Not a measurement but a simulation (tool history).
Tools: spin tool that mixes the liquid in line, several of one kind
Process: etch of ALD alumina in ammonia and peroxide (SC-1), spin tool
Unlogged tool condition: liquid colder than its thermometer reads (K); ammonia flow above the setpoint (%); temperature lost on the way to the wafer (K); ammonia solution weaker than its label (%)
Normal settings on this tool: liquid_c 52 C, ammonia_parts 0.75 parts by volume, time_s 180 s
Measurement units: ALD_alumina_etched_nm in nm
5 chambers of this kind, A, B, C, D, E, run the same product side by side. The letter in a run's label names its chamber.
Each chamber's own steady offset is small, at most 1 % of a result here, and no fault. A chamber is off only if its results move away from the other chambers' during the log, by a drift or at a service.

run   hour  liquid_c  ammonia_parts  time_s  hours since the thermometer was replaced  hours since the ammonia flow meter was replaced  hours since the heated supply line was repaired  hours since the drum of ammonia solution was connected  read-back film thickness of the ALD alumina reference wafer, read on the same gauge (nm)  ALD_alumina_etched_nm
 1B    5.9        52           0.75     180                                    1633.5                                            375.4                                           1773.7                                                  1168.5                                                                                    49.972                13.4650
 2D   13.0        52           0.75     180                                     497.4                                            741.9                                           1338.7                                                   271.1                                                                                    50.080                13.2180
      13.8  -- chamber A: heated supply line repaired
      17.5  -- chamber C: thermometer replaced
 3C   22.6        52           0.75     180                                       5.2                                            831.5                                           1863.3                                                   638.9                                                                                    50.074                13.2010
 4A   29.1        52           0.75     180                                     210.5                                            455.7                                             15.3                                                   127.5                                                                                    50.035                13.2280
 5E   36.1        52           0.75     180                                     277.8                                           1413.0                                           2331.3                                                   509.5                                                                                    50.006                13.3340
 6B   45.8        52           0.75     180                                    1673.4                                            415.3                                           1813.6                                                  1208.4                                                                                    49.942                13.3480
      48.3  -- chamber B: thermometer replaced
 7A   51.3        52           0.90     180                                     232.7                                            477.9                                             37.5                                                   149.7                                                                                    49.990                13.4600
      55.7  -- chamber E: new drum of ammonia solution connected
      55.8  -- chamber B: new drum of ammonia solution connected
 8C   61.8        52           0.90     180                                      44.4                                            870.7                                           1902.5                                                   678.1                                                                                    49.999                13.5380
 9D   68.3        52           0.90     180                                     552.7                                            797.2                                           1394.0                                                   326.4                                                                                    50.028                13.3480
      71.7  -- chamber C: new drum of ammonia solution connected
10E   77.1        52           0.90     180                                     318.8                                           1454.0                                           2372.3                                                    21.5                                                                                    49.985                13.6280
11C   84.4        52           0.90     180                                      67.0                                            893.3                                           1925.1                                                    12.7                                                                                    50.031                13.5620
12A   92.8        52           0.75     180                                     274.2                                            519.4                                             79.0                                                   191.2                                                                                    50.015                13.1700
13B   98.3        52           0.95     180                                      50.0                                            467.8                                           1866.1                                                    42.6                                                                                    50.041                13.6180
14D  105.0        52           0.95     180                                     589.4                                            833.9                                           1430.7                                                   363.1                                                                                    50.019                13.4320
15E  112.5        52           0.95     180                                     354.2                                           1489.4                                           2407.7                                                    56.9                                                                                    50.000                13.7410
16D  117.6        52           0.95     180                                     602.0                                            846.5                                           1443.3                                                   375.7                                                                                    49.995                13.4250
17C  127.6        52           0.95     180                                     110.2                                            936.5                                           1968.3                                                    55.9                                                                                    50.029                13.6630
18A  133.7        52           1.05      85                                     315.1                                            560.3                                            119.9                                                   232.1                                                                                    50.043                 6.4922
19B  139.8        52           1.05      85                                      91.5                                            509.3                                           1907.6                                                    84.1                                                                                    49.961                 6.5384
20E  149.5        52           1.05      85                                     391.2                                           1526.4                                           2444.7                                                    93.9                                                                                    50.011                 6.4652
21B  157.1        52           1.05      85                                     108.8                                            526.6                                           1924.9                                                   101.4                                                                                    49.990                 6.5077
22D  163.5        52           1.05      85                                     647.9                                            892.4                                           1489.2                                                   421.6                                                                                    49.960                 6.3132
23A  173.4        52           0.75     180                                     354.8                                            600.0                                            159.6                                                   271.8                                                                                    49.987                13.2320
24E  182.9        52           0.75     180                                     424.6                                           1559.8                                           2478.1                                                   127.3                                                                                    50.015                13.3410
25C  190.8        52           0.75     180                                     173.4                                            999.7                                           2031.5                                                   119.1                                                                                    50.008                13.3470
26B  200.9        52           0.75     180                                     152.6                                            570.4                                           1968.7                                                   145.2                                                                                    50.005                13.4040
27C  206.9        52           0.75     180                                     189.5                                           1015.8                                           2047.6                                                   135.2                                                                                    50.001                13.3660
28A  214.3        52           0.75     180                                     395.7                                            640.9                                            200.5                                                   312.7                                                                                    49.941                13.2340
29E  219.5        52           0.75     180                                     461.2                                           1596.4                                           2514.7                                                   163.9                                                                                    49.975                13.2060
30D  225.6        52           0.95      95                                     710.0                                            954.5                                           1551.3                                                   483.7                                                                                    50.016                 6.8356
31E  235.3        52           0.95      95                                     477.0                                           1612.2                                           2530.5                                                   179.7                                                                                    50.007                 7.1897
32B  245.4        52           0.95      95                                     197.1                                            614.9                                           2013.2                                                   189.7                                                                                    50.007                 7.2576
33D  250.9        52           0.95      95                                     735.3                                            979.8                                           1576.6                                                   509.0                                                                                    50.047                 6.9096
34C  257.1        52           0.95      95                                     239.7                                           1066.0                                           2097.8                                                   185.4                                                                                    50.022                 7.2020
35A  262.4        52           0.75     180                                     443.8                                            689.0                                            248.6                                                   360.8                                                                                    50.028                13.1540
36C  267.6        52           0.40     100                                     250.2                                           1076.5                                           2108.3                                                   195.9                                                                                    50.032                 7.0368
37B  274.6        52           0.40     100                                     226.3                                            644.1                                           2042.4                                                   218.9                                                                                    50.018                 6.9449
38D  280.1        52           0.40     100                                     764.5                                           1009.0                                           1605.8                                                   538.2                                                                                    50.054                 6.5759
39E  289.1        52           0.40     100                                     530.8                                           1666.0                                           2584.3                                                   233.5                                                                                    50.040                 6.8951
40A  297.1        52           0.40     100                                     478.5                                            723.7                                            283.3                                                   395.5                                                                                    50.062                 6.9533
41E  306.1        42           1.10     180                                     547.8                                           1683.0                                           2601.3                                                   250.5                                                                                    49.977                 7.8980
42A  312.8        42           1.10     180                                     494.2                                            739.4                                            299.0                                                   411.2                                                                                    50.026                 7.6670

For the next run the whole fleet of 5 chambers uses the same settings. Give each chamber's results:
43A  320.4        52           0.75     180                                                                                                                                                                                                                                                                                                                    ?
43B  320.4        52           0.75     180                                                                                                                                                                                                                                                                                                                    ?
43C  320.4        52           0.75     180                                                                                                                                                                                                                                                                                                                    ?
43D  320.4        52           0.75     180                                                                                                                                                                                                                                                                                                                    ?
43E  320.4        52           0.75     180                                                                                                                                                                                                                                                                                                                    ?

run  ALD_alumina_etched_nm
43A                13.1650
43B                13.5530
43C                13.2390
43D                12.5220
43E                13.2540
